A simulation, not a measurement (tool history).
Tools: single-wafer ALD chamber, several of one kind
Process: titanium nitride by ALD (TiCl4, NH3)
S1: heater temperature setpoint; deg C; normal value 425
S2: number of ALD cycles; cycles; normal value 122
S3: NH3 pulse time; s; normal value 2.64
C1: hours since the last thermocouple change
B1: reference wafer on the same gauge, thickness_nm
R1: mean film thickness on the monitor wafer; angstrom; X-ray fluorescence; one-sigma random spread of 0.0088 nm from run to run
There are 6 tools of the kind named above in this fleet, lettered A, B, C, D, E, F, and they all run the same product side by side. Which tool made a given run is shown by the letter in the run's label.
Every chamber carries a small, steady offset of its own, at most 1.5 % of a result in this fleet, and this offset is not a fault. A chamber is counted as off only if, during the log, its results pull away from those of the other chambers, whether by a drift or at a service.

| run | day | S1 | S2 | S3 | C1 | B1 | R1 |
|---|---|---|---|---|---|---|---|
| 1A | 0.379 | 425 | 122 | 2.64 | 1469 | 2.2501 | 27.339 |
|  | 0.546 | chamber A: thermocouple changed; heater temperature recalibrated |
| 2C | 0.817 | 425 | 122 | 2.64 | 154.6 | 2.251 | 26.993 |
| 3D | 1.242 | 425 | 122 | 2.64 | 1737.1 | 2.2497 | 27.529 |
| 4E | 1.567 | 425 | 122 | 2.64 | 890.6 | 2.2478 | 27.245 |
| 5B | 1.817 | 425 | 122 | 2.64 | 339 | 2.249 | 27.089 |
| 6F | 2.154 | 425 | 122 | 2.64 | 858.2 | 2.2514 | 27.363 |
| 7D | 2.379 | 425 | 122 | 2.64 | 1764.4 | 2.2511 | 27.524 |
| 8B | 2.721 | 425 | 122 | 2.64 | 360.7 | 2.25 | 27.132 |
| 9C | 3.008 | 425 | 122 | 2.64 | 207.2 | 2.2501 | 26.984 |
| 10E | 3.321 | 425 | 122 | 2.64 | 932.7 | 2.2489 | 27.071 |
| 11A | 3.588 | 425 | 122 | 2.64 | 73 | 2.2513 | 27.19 |
| 12F | 3.925 | 431 | 122 | 3.01 | 900.7 | 2.2512 | 27.169 |
| 13C | 4.275 | 431 | 122 | 3.01 | 237.6 | 2.2515 | 27.226 |
| 14D | 4.646 | 431 | 122 | 3.01 | 1818.8 | 2.2498 | 27.673 |
| 15A | 5.058 | 431 | 122 | 3.01 | 108.3 | 2.2488 | 27.226 |
| 16B | 5.354 | 431 | 122 | 3.01 | 423.9 | 2.2485 | 27.345 |
| 17F | 5.612 | 431 | 122 | 3.01 | 941.2 | 2.2504 | 27.342 |
| 18E | 5.817 | 425 | 122 | 2.64 | 992.6 | 2.2523 | 27.259 |
| 19A | 6.112 | 416 | 136 | 2.64 | 133.6 | 2.2484 | 30.391 |
| 20D | 6.338 | 416 | 136 | 2.64 | 1859.4 | 2.2499 | 30.521 |
| 21C | 6.721 | 416 | 136 | 2.64 | 296.3 | 2.2504 | 30.129 |
| 22B | 6.988 | 416 | 136 | 2.64 | 463.1 | 2.2519 | 30.172 |
| 23E | 7.4 | 416 | 136 | 2.64 | 1030.6 | 2.2499 | 30.296 |
| 24F | 7.733 | 416 | 136 | 2.64 | 992.1 | 2.2504 | 30.408 |
| 25C | 8.15 | 425 | 122 | 2.64 | 330.6 | 2.2493 | 27.174 |
| 26A | 8.475 | 425 | 122 | 2.64 | 190.3 | 2.2487 | 27.353 |
| 27D | 8.738 | 425 | 122 | 2.64 | 1917 | 2.2492 | 27.404 |
| 28B | 9.075 | 425 | 122 | 2.64 | 513.2 | 2.249 | 27.182 |
| 29F | 9.292 | 425 | 122 | 2.64 | 1029.5 | 2.2517 | 27.3 |
| 30E | 9.679 | 425 | 122 | 2.64 | 1085.3 | 2.2512 | 27.362 |
| 31D | 10.083 | 425 | 122 | 2.64 | 1949.3 | 2.2493 | 27.274 |
| 32F | 10.521 | 425 | 122 | 2.64 | 1059 | 2.2481 | 27.38 |
| 33E | 10.908 | 425 | 122 | 2.64 | 1114.8 | 2.2501 | 27.258 |
| 34B | 11.288 | 425 | 122 | 2.64 | 566.3 | 2.2489 | 27.304 |
| 35C | 11.496 | 425 | 122 | 2.64 | 410.9 | 2.2496 | 27.003 |
| 36A | 11.933 | 425 | 122 | 2.64 | 273.3 | 2.2477 | 27.349 |
| 37F | 12.188 | 425 | 122 | 2.64 | 1099 | 2.2493 | 27.291 |
| 38B | 12.6 | 425 | 122 | 2.64 | 597.8 | 2.2499 | 27.335 |
| 39E | 12.892 | 440 | 122 | 2.64 | 1162.4 | 2.2504 | 27.307 |
| 40D | 13.254 | 440 | 122 | 2.64 | 2025.4 | 2.2492 | 27.528 |
| 41C | 13.696 | 440 | 122 | 2.64 | 463.7 | 2.2481 | 26.988 |
| 42A | 13.929 | 440 | 122 | 2.64 | 321.2 | 2.2528 | 27.177 |
| 43D | 14.242 | 440 | 122 | 2.64 | 2049.1 | 2.2491 | 27.469 |
| 44A | 14.646 | 440 | 122 | 2.64 | 338.4 | 2.249 | 27.265 |

Each of the 6 chambers runs these same settings next. Fill in every chamber's results:
| 45A | 14.971 | 425 | 122 | 3.26 |  |  | ? |
| 45B | 14.971 | 425 | 122 | 3.26 |  |  | ? |
| 45C | 14.971 | 425 | 122 | 3.26 |  |  | ? |
| 45D | 14.971 | 425 | 122 | 3.26 |  |  | ? |
| 45E | 14.971 | 425 | 122 | 3.26 |  |  | ? |
| 45F | 14.971 | 425 | 122 | 3.26 |  |  | ? |

| run | R1 |
|---|---|
| 45A | 27.288 |
| 45B | 27.335 |
| 45C | 27.242 |
| 45D | 27.658 |
| 45E | 27.336 |
| 45F | 27.324 |
